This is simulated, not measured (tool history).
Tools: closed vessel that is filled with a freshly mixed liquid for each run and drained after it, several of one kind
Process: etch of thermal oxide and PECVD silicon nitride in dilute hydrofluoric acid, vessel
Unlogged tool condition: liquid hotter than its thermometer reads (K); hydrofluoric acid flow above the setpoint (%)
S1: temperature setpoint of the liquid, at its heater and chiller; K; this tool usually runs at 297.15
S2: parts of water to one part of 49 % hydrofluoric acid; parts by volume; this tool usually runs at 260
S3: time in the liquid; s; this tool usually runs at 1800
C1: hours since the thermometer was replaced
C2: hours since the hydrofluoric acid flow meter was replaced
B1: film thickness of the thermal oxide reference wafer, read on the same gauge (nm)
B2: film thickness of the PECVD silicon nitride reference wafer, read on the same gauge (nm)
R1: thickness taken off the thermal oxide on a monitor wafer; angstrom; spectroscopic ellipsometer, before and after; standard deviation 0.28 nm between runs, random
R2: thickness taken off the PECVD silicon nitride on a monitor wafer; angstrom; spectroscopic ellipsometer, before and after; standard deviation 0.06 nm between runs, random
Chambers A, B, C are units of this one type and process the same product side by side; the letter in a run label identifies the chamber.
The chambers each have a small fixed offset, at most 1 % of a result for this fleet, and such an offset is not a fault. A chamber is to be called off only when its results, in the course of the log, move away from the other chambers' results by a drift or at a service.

run,hour,S1,S2,S3,C1,C2,B1,B2,R1,R2
1C,2.6,297.15,260,1800,1145.9,111.1,39.991,90.013,280.44,119.22
2A,5.5,297.15,260,1800,366.5,411.7,40,89.999,275.68,120.19
3B,9,297.15,260,1800,305.4,1257.2,40.008,90.005,277.94,120.26
4C,11.8,297.15,260,1800,1155.1,120.3,40.014,89.998,278.36,118.29
5A,15,297.15,260,1800,376,421.2,39.994,90.004,284.07,121.78
6B,19.1,297.15,260,1800,315.5,1267.3,40.006,89.999,277.16,118.84
7C,22.6,297.15,260,1800,1165.9,131.1,40.016,89.989,277.73,120.18
8A,25.8,297.15,260,1800,386.8,432,39.986,89.989,281.36,122.28
9B,29.8,297.15,260,1800,326.2,1278,39.994,89.993,281.72,120.44
10A,32.9,297.15,260,1800,393.9,439.1,39.99,89.988,282.49,123.71
11C,36.2,297.15,175,1800,1179.5,144.7,39.999,90.018,454.86,178.07
12B,40,297.15,175,1800,336.4,1288.2,40.007,89.993,462.97,177.33
13C,44.1,297.15,175,1800,1187.4,152.6,39.998,89.989,459.26,179.4
14A,46.5,297.15,260,1800,407.5,452.7,39.982,89.989,288.72,124.07
15B,49.4,297.15,260,1800,345.8,1297.6,39.996,89.971,272.14,119.46
16B,53,297.15,260,1800,349.4,1301.2,39.992,89.975,281.72,120.31
17A,56.4,297.15,260,1800,417.4,462.6,39.996,90.007,287.76,126.18
18C,59.9,297.15,260,1800,1203.2,168.4,39.962,89.993,279.33,119.2
19C,64.5,297.15,260,1800,1207.8,173,40.028,89.995,278.11,119.33
20A,68,297.15,260,1800,429,474.2,40.011,90.007,285.99,128.04
21B,72.4,297.15,260,1800,368.8,1320.6,40.01,90.02,276.56,120.09
22C,75.8,297.15,260,1800,1219.1,184.3,39.996,90.01,277.28,120.06
# hour 77.1: chamber B: hydrofluoric acid flow meter replaced
23A,77.9,297.15,170,1325,438.9,484.1,39.961,90.007,357.56,143.07
24B,80.1,297.15,170,1325,376.5,3.1,40.017,90.018,350.37,136.84
25B,82.5,297.15,170,1325,378.9,5.5,40.002,90.001,352.09,134.4
26C,86.8,297.15,260,1800,1230.1,195.3,40.016,90.008,282.02,119.11
27A,90.5,297.15,260,1800,451.5,496.7,39.968,90.016,288.45,131.26

All chambers now run identical settings, listed one chamber a line with results as question marks. What results will each chamber show?
28A,93.8,297.15,260,1800,,,,,?,?
28B,93.8,297.15,260,1800,,,,,?,?
28C,93.8,297.15,260,1800,,,,,?,?

run,R1,R2
28A,292.45,131.61
28B,277.86,119.34
28C,282.21,119.45

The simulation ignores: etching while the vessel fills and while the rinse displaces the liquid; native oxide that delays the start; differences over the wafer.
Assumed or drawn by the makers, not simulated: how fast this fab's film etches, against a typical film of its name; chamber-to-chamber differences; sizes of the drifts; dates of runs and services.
